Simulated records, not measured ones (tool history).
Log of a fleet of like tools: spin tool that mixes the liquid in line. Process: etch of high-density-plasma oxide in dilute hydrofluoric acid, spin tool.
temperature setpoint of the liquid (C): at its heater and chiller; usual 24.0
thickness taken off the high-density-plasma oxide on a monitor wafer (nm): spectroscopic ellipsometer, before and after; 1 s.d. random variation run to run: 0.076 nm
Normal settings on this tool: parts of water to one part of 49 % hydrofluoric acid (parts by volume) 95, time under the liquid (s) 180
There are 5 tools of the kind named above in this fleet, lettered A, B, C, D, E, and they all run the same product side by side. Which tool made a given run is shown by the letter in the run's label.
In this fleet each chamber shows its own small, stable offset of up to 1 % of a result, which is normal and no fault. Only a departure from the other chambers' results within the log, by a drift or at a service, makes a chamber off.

run,day,temperature setpoint of the liquid (C),parts of water to one part of 49 % hydrofluoric acid (parts by volume),time under the liquid (s),"read-back film thickness of the high-density-plasma oxide reference wafer, read on the same gauge (nm)",thickness taken off the high-density-plasma oxide on a monitor wafer (nm)
1B,0.633,24.0,95,180,110.01,9.6924
2E,1.112,24.0,95,180,110.03,9.7576
3C,1.412,24.0,95,180,110.00,9.7045
4D,2.008,24.0,95,180,110.02,9.6532
# day 2.017: chamber D: thermometer replaced
5A,2.450,24.0,95,180,110.01,9.8409
6B,2.875,24.0,95,180,109.99,9.6696
7C,3.233,24.0,95,180,110.01,9.6341
# day 3.550: chamber A: thermometer replaced
8E,3.596,26.0,95,180,109.99,10.4980
9A,4.225,26.0,95,180,110.01,10.4770
10D,4.858,26.0,95,180,110.01,10.4390
11D,5.342,26.0,95,180,110.04,10.5600
12B,5.979,26.0,95,180,109.98,10.4590
13E,6.354,24.0,95,180,110.01,9.8275
# day 6.675: chamber C: hydrofluoric acid flow meter replaced
14A,6.867,24.0,95,180,110.01,9.7339
15C,7.450,24.0,145,130,110.02,4.3246
16D,8.033,24.0,145,130,109.99,4.3428
# day 8.042: chamber B: thermometer replaced
17C,8.521,24.0,145,130,109.98,4.3553
18E,9.067,24.0,145,130,110.01,4.2921
19B,9.471,24.0,145,130,109.98,4.2874
20A,9.800,24.0,95,95,110.01,5.1291
21C,10.075,24.0,95,95,109.99,5.0937
22E,10.612,24.0,95,95,110.01,5.1839
23D,11.129,24.0,95,95,109.98,5.1993
24A,11.521,24.0,95,95,110.00,5.1711
25B,12.121,24.0,95,180,109.97,9.7852
26B,12.492,24.0,95,180,110.01,9.6089
27C,12.988,24.0,95,180,110.03,9.7254
28A,13.612,24.0,95,180,110.02,9.6759
29E,14.254,24.0,130,85,110.04,3.2041
30D,14.683,24.0,130,85,110.00,3.2376
31C,15.175,24.0,130,85,110.03,3.2392
# day 15.525: chamber D: hydrofluoric acid flow meter replaced
32E,15.729,24.0,130,85,109.98,3.2212
33A,16.112,24.0,130,85,109.99,3.2516
34D,16.579,24.0,95,180,110.01,9.8412
35B,17.088,24.0,95,180,110.00,9.7438
36D,17.396,20.5,95,110,110.01,5.2099
37B,17.692,20.5,95,110,110.02,5.1523
38E,18.233,20.5,95,110,109.98,5.1979
39C,18.638,20.5,95,110,110.00,5.1924
40A,19.033,20.5,95,110,109.98,5.2305

Predict what each chamber gives when all 5 of them run the settings below next.
41A,19.492,24.0,95,180,,?
41B,19.492,24.0,95,180,,?
41C,19.492,24.0,95,180,,?
41D,19.492,24.0,95,180,,?
41E,19.492,24.0,95,180,,?

run,thickness taken off the high-density-plasma oxide on a monitor wafer (nm)
41A,9.7816
41B,9.6207
41C,9.8469
41D,9.7671
41E,9.7131
